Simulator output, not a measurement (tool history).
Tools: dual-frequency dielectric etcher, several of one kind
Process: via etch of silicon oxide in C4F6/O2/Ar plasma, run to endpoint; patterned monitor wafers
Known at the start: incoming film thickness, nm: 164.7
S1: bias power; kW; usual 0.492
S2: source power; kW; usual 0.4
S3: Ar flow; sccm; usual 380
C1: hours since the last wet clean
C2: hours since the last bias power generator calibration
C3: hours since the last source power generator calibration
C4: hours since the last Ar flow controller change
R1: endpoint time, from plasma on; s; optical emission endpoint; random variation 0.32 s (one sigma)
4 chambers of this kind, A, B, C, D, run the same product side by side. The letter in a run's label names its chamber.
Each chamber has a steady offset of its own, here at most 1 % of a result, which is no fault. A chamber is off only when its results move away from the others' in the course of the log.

{"hour": 6.7, "done": "chamber A: wet clean of the chamber"}
{"run": "1A", "hour": 11.3, "S1": 0.492, "S2": 0.4, "S3": 380, "C1": 4.6, "C2": 2115.4, "C3": 1672.7, "C4": 3813.2, "R1": 38.083}
{"run": "2C", "hour": 24.1, "S1": 0.492, "S2": 0.4, "S3": 380, "C1": 190.8, "C2": 1475.4, "C3": 3725, "C4": 545.5, "R1": 37.571}
{"run": "3D", "hour": 35.0, "S1": 0.492, "S2": 0.4, "S3": 380, "C1": 278, "C2": 827.4, "C3": 2110.8, "C4": 2904.2, "R1": 37.212}
{"run": "4B", "hour": 46.7, "S1": 0.492, "S2": 0.4, "S3": 380, "C1": 140.3, "C2": 116.2, "C3": 2267.3, "C4": 672.2, "R1": 37.538}
{"run": "5B", "hour": 58.8, "S1": 0.492, "S2": 0.4, "S3": 380, "C1": 152.4, "C2": 128.3, "C3": 2279.4, "C4": 684.3, "R1": 37.136}
{"run": "6C", "hour": 66.2, "S1": 0.492, "S2": 0.4, "S3": 313, "C1": 232.9, "C2": 1517.5, "C3": 3767.1, "C4": 587.6, "R1": 36.596}
{"run": "7D", "hour": 74.2, "S1": 0.492, "S2": 0.4, "S3": 313, "C1": 317.2, "C2": 866.6, "C3": 2150, "C4": 2943.4, "R1": 36.044}
{"run": "8A", "hour": 81.5, "S1": 0.492, "S2": 0.4, "S3": 313, "C1": 74.8, "C2": 2185.6, "C3": 1742.9, "C4": 3883.4, "R1": 36.755}
{"run": "9B", "hour": 88.0, "S1": 0.492, "S2": 0.4, "S3": 313, "C1": 181.6, "C2": 157.5, "C3": 2308.6, "C4": 713.5, "R1": 36.818}
{"run": "10A", "hour": 95.6, "S1": 0.577, "S2": 0.4, "S3": 445, "C1": 88.9, "C2": 2199.7, "C3": 1757, "C4": 3897.5, "R1": 35.894}
{"run": "11C", "hour": 104.5, "S1": 0.577, "S2": 0.4, "S3": 445, "C1": 271.2, "C2": 1555.8, "C3": 3805.4, "C4": 625.9, "R1": 35.951}
{"hour": 107.8, "done": "chamber D: Ar flow controller replaced"}
{"run": "12D", "hour": 116.5, "S1": 0.577, "S2": 0.4, "S3": 445, "C1": 359.5, "C2": 908.9, "C3": 2192.3, "C4": 8.7, "R1": 35.506}
{"run": "13C", "hour": 127.7, "S1": 0.577, "S2": 0.4, "S3": 445, "C1": 294.4, "C2": 1579, "C3": 3828.6, "C4": 649.1, "R1": 35.998}
{"run": "14D", "hour": 134.2, "S1": 0.492, "S2": 0.4, "S3": 380, "C1": 377.2, "C2": 926.6, "C3": 2210, "C4": 26.4, "R1": 37.799}
{"run": "15A", "hour": 141.1, "S1": 0.419, "S2": 0.4, "S3": 448, "C1": 134.4, "C2": 2245.2, "C3": 1802.5, "C4": 3943, "R1": 40.512}
{"run": "16B", "hour": 153.9, "S1": 0.419, "S2": 0.4, "S3": 448, "C1": 247.5, "C2": 223.4, "C3": 2374.5, "C4": 779.4, "R1": 39.958}
{"run": "17C", "hour": 166.5, "S1": 0.419, "S2": 0.4, "S3": 448, "C1": 333.2, "C2": 1617.8, "C3": 3867.4, "C4": 687.9, "R1": 40.357}
{"run": "18A", "hour": 176.2, "S1": 0.419, "S2": 0.4, "S3": 448, "C1": 169.5, "C2": 2280.3, "C3": 1837.6, "C4": 3978.1, "R1": 41.086}
{"run": "19D", "hour": 182.5, "S1": 0.492, "S2": 0.4, "S3": 380, "C1": 425.5, "C2": 974.9, "C3": 2258.3, "C4": 74.7, "R1": 37.714}
{"run": "20B", "hour": 192.6, "S1": 0.492, "S2": 0.4, "S3": 380, "C1": 286.2, "C2": 262.1, "C3": 2413.2, "C4": 818.1, "R1": 36.839}
{"run": "21C", "hour": 199.1, "S1": 0.492, "S2": 0.4, "S3": 456, "C1": 365.8, "C2": 1650.4, "C3": 3900, "C4": 720.5, "R1": 37.756}
{"run": "22A", "hour": 208.8, "S1": 0.492, "S2": 0.4, "S3": 456, "C1": 202.1, "C2": 2312.9, "C3": 1870.2, "C4": 4010.7, "R1": 38.467}
{"hour": 217.7, "done": "chamber C: wet clean of the chamber"}
{"run": "23B", "hour": 222.2, "S1": 0.492, "S2": 0.4, "S3": 456, "C1": 315.8, "C2": 291.7, "C3": 2442.8, "C4": 847.7, "R1": 37.819}
{"run": "24D", "hour": 229.9, "S1": 0.492, "S2": 0.4, "S3": 456, "C1": 472.9, "C2": 1022.3, "C3": 2305.7, "C4": 122.1, "R1": 38.15}
{"run": "25B", "hour": 242.9, "S1": 0.492, "S2": 0.4, "S3": 380, "C1": 336.5, "C2": 312.4, "C3": 2463.5, "C4": 868.4, "R1": 37.897}
{"run": "26D", "hour": 249.5, "S1": 0.395, "S2": 0.35, "S3": 380, "C1": 492.5, "C2": 1041.9, "C3": 2325.3, "C4": 141.7, "R1": 43.242}
{"run": "27C", "hour": 263.0, "S1": 0.395, "S2": 0.35, "S3": 380, "C1": 45.3, "C2": 1714.3, "C3": 3963.9, "C4": 784.4, "R1": 42.612}
{"run": "28A", "hour": 271.5, "S1": 0.395, "S2": 0.35, "S3": 380, "C1": 264.8, "C2": 2375.6, "C3": 1932.9, "C4": 4073.4, "R1": 42.686}
{"run": "29C", "hour": 279.4, "S1": 0.395, "S2": 0.35, "S3": 380, "C1": 61.7, "C2": 1730.7, "C3": 3980.3, "C4": 800.8, "R1": 41.623}
{"hour": 285.7, "done": "chamber D: wet clean of the chamber"}
{"run": "30A", "hour": 291.1, "S1": 0.492, "S2": 0.4, "S3": 380, "C1": 284.4, "C2": 2395.2, "C3": 1952.5, "C4": 4093, "R1": 37.957}
{"run": "31D", "hour": 297.8, "S1": 0.492, "S2": 0.4, "S3": 380, "C1": 12.2, "C2": 1090.2, "C3": 2373.6, "C4": 190, "R1": 37.29}

Next, every chamber runs the same settings. What will each give?
{"run": "32A", "hour": 307.8, "S1": 0.492, "S2": 0.4, "S3": 380, "R1": "?"}
{"run": "32B", "hour": 307.8, "S1": 0.492, "S2": 0.4, "S3": 380, "R1": "?"}
{"run": "32C", "hour": 307.8, "S1": 0.492, "S2": 0.4, "S3": 380, "R1": "?"}
{"run": "32D", "hour": 307.8, "S1": 0.492, "S2": 0.4, "S3": 380, "R1": "?"}

run=32A R1=37.987
run=32B R1=37.176
run=32C R1=37.468
run=32D R1=37.221
